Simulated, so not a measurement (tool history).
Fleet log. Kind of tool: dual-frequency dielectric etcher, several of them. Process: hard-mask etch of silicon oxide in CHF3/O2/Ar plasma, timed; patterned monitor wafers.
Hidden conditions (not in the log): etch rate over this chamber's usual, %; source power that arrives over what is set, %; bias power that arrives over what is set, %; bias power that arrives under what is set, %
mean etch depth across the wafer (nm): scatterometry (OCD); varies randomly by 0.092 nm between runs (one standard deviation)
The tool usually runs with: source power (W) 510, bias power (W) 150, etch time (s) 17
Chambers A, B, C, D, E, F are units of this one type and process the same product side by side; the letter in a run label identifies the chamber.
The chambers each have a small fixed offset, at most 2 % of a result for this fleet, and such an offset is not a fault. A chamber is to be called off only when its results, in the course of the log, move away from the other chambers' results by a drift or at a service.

| run | hour | source power (W) | bias power (W) | etch time (s) | hours since the last wet clean | hours since the last source power generator calibration | hours since the last bias power generator calibration | read-back reference wafer on the same gauge, depth_nm | mean etch depth across the wafer (nm) |
|---|---|---|---|---|---|---|---|---|---|
| 1E | 10.7 | 510 | 150 | 17 | 238.5 | 501.6 | 1355.6 | 27.601 | 29.369 |
| 2D | 15.4 | 510 | 150 | 17 | 277.7 | 3183.6 | 2936.3 | 27.592 | 29.969 |
| 3A | 22.2 | 510 | 150 | 17 | 174.7 | 108.6 | 1727.4 | 27.586 | 29.885 |
| 4B | 30.9 | 510 | 150 | 17 | 555.2 | 1667.7 | 405.7 | 27.604 | 29.725 |
| 5F | 41.5 | 510 | 150 | 17 | 82.0 | 1883.1 | 2558.6 | 27.608 | 29.434 |
| 6C | 46.6 | 510 | 150 | 17 | 517.8 | 1823.5 | 1356.4 | 27.603 | 29.738 |
| 7E | 55.8 | 510 | 150 | 17 | 283.6 | 546.7 | 1400.7 | 27.616 | 29.065 |
| 8B | 62.5 | 510 | 150 | 17 | 586.8 | 1699.3 | 437.3 | 27.587 | 29.721 |
| 9A | 71.2 | 510 | 150 | 17 | 223.7 | 157.6 | 1776.4 | 27.599 | 30.036 |
| 10D | 76.0 | 510 | 150 | 17 | 338.3 | 3244.2 | 2996.9 | 27.602 | 29.591 |
| 11F | 81.4 | 510 | 150 | 17 | 121.9 | 1923.0 | 2598.5 | 27.603 | 29.409 |
|  | 88.2 | chamber E: bias power generator calibrated |
| 12C | 89.2 | 510 | 150 | 17 | 560.4 | 1866.1 | 1399.0 | 27.592 | 29.826 |
| 13E | 95.5 | 510 | 150 | 17 | 323.3 | 586.4 | 7.3 | 27.605 | 29.234 |
| 14C | 103.4 | 510 | 150 | 17 | 574.6 | 1880.3 | 1413.2 | 27.588 | 29.827 |
|  | 107.2 | chamber B: wet clean of the chamber |
| 15D | 112.1 | 510 | 150 | 17 | 374.4 | 3280.3 | 3033.0 | 27.608 | 29.803 |
| 16A | 119.9 | 510 | 150 | 17 | 272.4 | 206.3 | 1825.1 | 27.618 | 29.871 |
| 17B | 130.1 | 510 | 150 | 17 | 23.0 | 1766.9 | 504.9 | 27.625 | 30.695 |
| 18F | 138.4 | 510 | 150 | 17 | 178.9 | 1980.0 | 2655.5 | 27.605 | 29.301 |
|  | 139.3 | chamber C: wet clean of the chamber |
|  | 142.0 | chamber C: source power generator calibrated |
| 19B | 144.4 | 400 | 150 | 17 | 37.3 | 1781.2 | 519.2 | 27.601 | 27.992 |
|  | 146.9 | chamber E: wet clean of the chamber |
| 20D | 154.5 | 400 | 150 | 17 | 416.8 | 3322.7 | 3075.4 | 27.602 | 27.210 |
| 21A | 161.2 | 400 | 150 | 17 | 313.7 | 247.6 | 1866.4 | 27.599 | 27.294 |
| 22F | 170.4 | 400 | 150 | 17 | 210.9 | 2012.0 | 2687.5 | 27.574 | 26.841 |
| 23C | 175.8 | 400 | 150 | 17 | 36.6 | 33.8 | 1485.6 | 27.601 | 27.023 |
| 24E | 184.9 | 400 | 150 | 17 | 38.1 | 675.8 | 96.7 | 27.603 | 26.634 |
| 25A | 195.3 | 510 | 150 | 17 | 347.8 | 281.7 | 1900.5 | 27.633 | 29.745 |
| 26B | 205.7 | 510 | 150 | 17 | 98.6 | 1842.5 | 580.5 | 27.615 | 30.688 |
| 27D | 211.0 | 510 | 150 | 17 | 473.3 | 3379.2 | 3131.9 | 27.600 | 29.643 |
| 28F | 221.5 | 510 | 150 | 17 | 262.0 | 2063.1 | 2738.6 | 27.576 | 29.286 |
| 29C | 227.7 | 420 | 187 | 17 | 88.5 | 85.7 | 1537.5 | 27.601 | 29.802 |
|  | 230.9 | chamber A: wet clean of the chamber |
| 30E | 236.3 | 420 | 187 | 17 | 89.5 | 727.2 | 148.1 | 27.623 | 29.255 |
|  | 237.9 | chamber F: source power generator calibrated |
|  | 243.5 | chamber D: wet clean of the chamber |
| 31B | 243.9 | 420 | 187 | 17 | 136.8 | 1880.7 | 618.7 | 27.565 | 30.806 |
| 32D | 253.0 | 420 | 187 | 17 | 9.5 | 3421.2 | 3173.9 | 27.611 | 29.688 |
| 33E | 262.7 | 420 | 187 | 17 | 115.9 | 753.6 | 174.5 | 27.622 | 29.112 |
| 34F | 272.6 | 420 | 187 | 17 | 313.1 | 34.8 | 2789.7 | 27.614 | 29.435 |
| 35A | 278.7 | 510 | 150 | 17 | 47.9 | 365.1 | 1983.9 | 27.619 | 30.143 |
| 36C | 284.8 | 510 | 150 | 17 | 145.6 | 142.8 | 1594.6 | 27.607 | 29.868 |
| 37F | 293.9 | 510 | 150 | 17 | 334.4 | 56.1 | 2811.0 | 27.596 | 29.297 |
| 38E | 301.4 | 510 | 150 | 17 | 154.6 | 792.3 | 213.2 | 27.591 | 29.140 |

Each of the 6 chambers runs these same settings next. Fill in every chamber's results:
| 39A | 309.2 | 510 | 150 | 17 |  |  |  |  | ? |
| 39B | 309.2 | 510 | 150 | 17 |  |  |  |  | ? |
| 39C | 309.2 | 510 | 150 | 17 |  |  |  |  | ? |
| 39D | 309.2 | 510 | 150 | 17 |  |  |  |  | ? |
| 39E | 309.2 | 510 | 150 | 17 |  |  |  |  | ? |
| 39F | 309.2 | 510 | 150 | 17 |  |  |  |  | ? |

| run | mean etch depth across the wafer (nm) |
|---|---|
| 39A | 29.742 |
| 39B | 30.860 |
| 39C | 29.933 |
| 39D | 29.825 |
| 39E | 29.090 |
| 39F | 29.367 |
